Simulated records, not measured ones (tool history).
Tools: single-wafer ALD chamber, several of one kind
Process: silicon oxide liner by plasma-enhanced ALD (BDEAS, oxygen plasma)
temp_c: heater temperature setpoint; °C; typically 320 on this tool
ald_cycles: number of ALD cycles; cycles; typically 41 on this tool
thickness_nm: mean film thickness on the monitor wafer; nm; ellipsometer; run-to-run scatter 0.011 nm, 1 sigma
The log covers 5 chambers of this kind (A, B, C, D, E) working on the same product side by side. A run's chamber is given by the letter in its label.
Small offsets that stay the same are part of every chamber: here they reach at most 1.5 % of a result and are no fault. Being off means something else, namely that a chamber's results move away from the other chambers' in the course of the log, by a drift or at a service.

run	day	temp_c	ald_cycles	hours since the last thermocouple change	read-back reference wafer on the same gauge, thickness_nm	thickness_nm
1A	0.175	320	41	330.6	3.8778	3.7221
2E	0.362	320	41	1591.8	3.8811	3.7595
3C	0.588	320	41	819.1	3.8813	3.7041
4B	0.821	320	41	1683.9	3.879	3.6961
5D	0.962	320	41	1205.1	3.8809	3.7264
6E	1.154	320	41	1610.8	3.8779	3.759
7B	1.354	320	41	1696.7	3.8829	3.717
8D	1.546	320	41	1219.1	3.8798	3.7527
9A	1.708	320	41	367.4	3.8816	3.717
10C	1.933	320	41	851.4	3.8802	3.7049
11A	2.171	320	41	378.5	3.882	3.7194
12E	2.317	320	41	1638.7	3.8816	3.7335
13C	2.446	320	41	863.7	3.8813	3.6897
14B	2.554	320	41	1725.5	3.8783	3.6892
15D	2.775	327	41	1248.6	3.8822	3.689
16B	2.954	327	41	1735.1	3.8797	3.6766
17A	3.175	327	41	402.6	3.8808	3.6898
18D	3.3	327	41	1261.2	3.877	3.6804
19E	3.438	327	41	1665.6	3.8778	3.6955
20C	3.617	320	41	891.8	3.8804	3.6869
21E	3.762	320	41	1673.4	3.8799	3.7412
22D	3.946	320	41	1276.7	3.8828	3.7424
23B	4.104	320	41	1762.7	3.8812	3.7141
24A	4.271	320	41	428.9	3.8805	3.7274
25C	4.383	320	41	910.2	3.882	3.7216
26D	4.617	320	41	1292.8	3.8819	3.7078
27A	4.85	320	41	442.8	3.879	3.732
28B	5.079	320	41	1786.1	3.8803	3.7226
29C	5.304	320	43	932.3	3.8785	3.9015
30E	5.512	320	43	1715.4	3.8787	3.9313
31D	5.758	320	43	1320.2	3.8801	3.9003
32A	5.925	320	43	468.6	3.8818	3.8992
33C	6.05	320	43	950.2	3.8811	3.9064
34E	6.283	320	43	1733.9	3.8782	3.943
35B	6.475	320	43	1819.6	3.8781	3.8839
36D	6.621	320	43	1340.9	3.8811	3.9169
37A	6.771	320	43	488.9	3.8799	3.8995
38C	7.017	320	43	973.4	3.8807	3.8735
39B	7.15	320	41	1835.8	3.8807	3.6924
40E	7.396	320	41	1760.6	3.8811	3.7614
41A	7.5	320	41	506.4	3.8781	3.7227
42B	7.625	320	41	1847.2	3.8795	3.6851
43D	7.871	320	41	1370.9	3.8811	3.7401
44E	8.067	320	41	1776.7	3.8786	3.7283

Is one chamber off against the others, does the gauge drift, or is nothing wrong? If a chamber is off, say which, and what the likeliest cause is.

No chamber is off and the gauge is stable; the differences are just each chamber's small, constant offset.
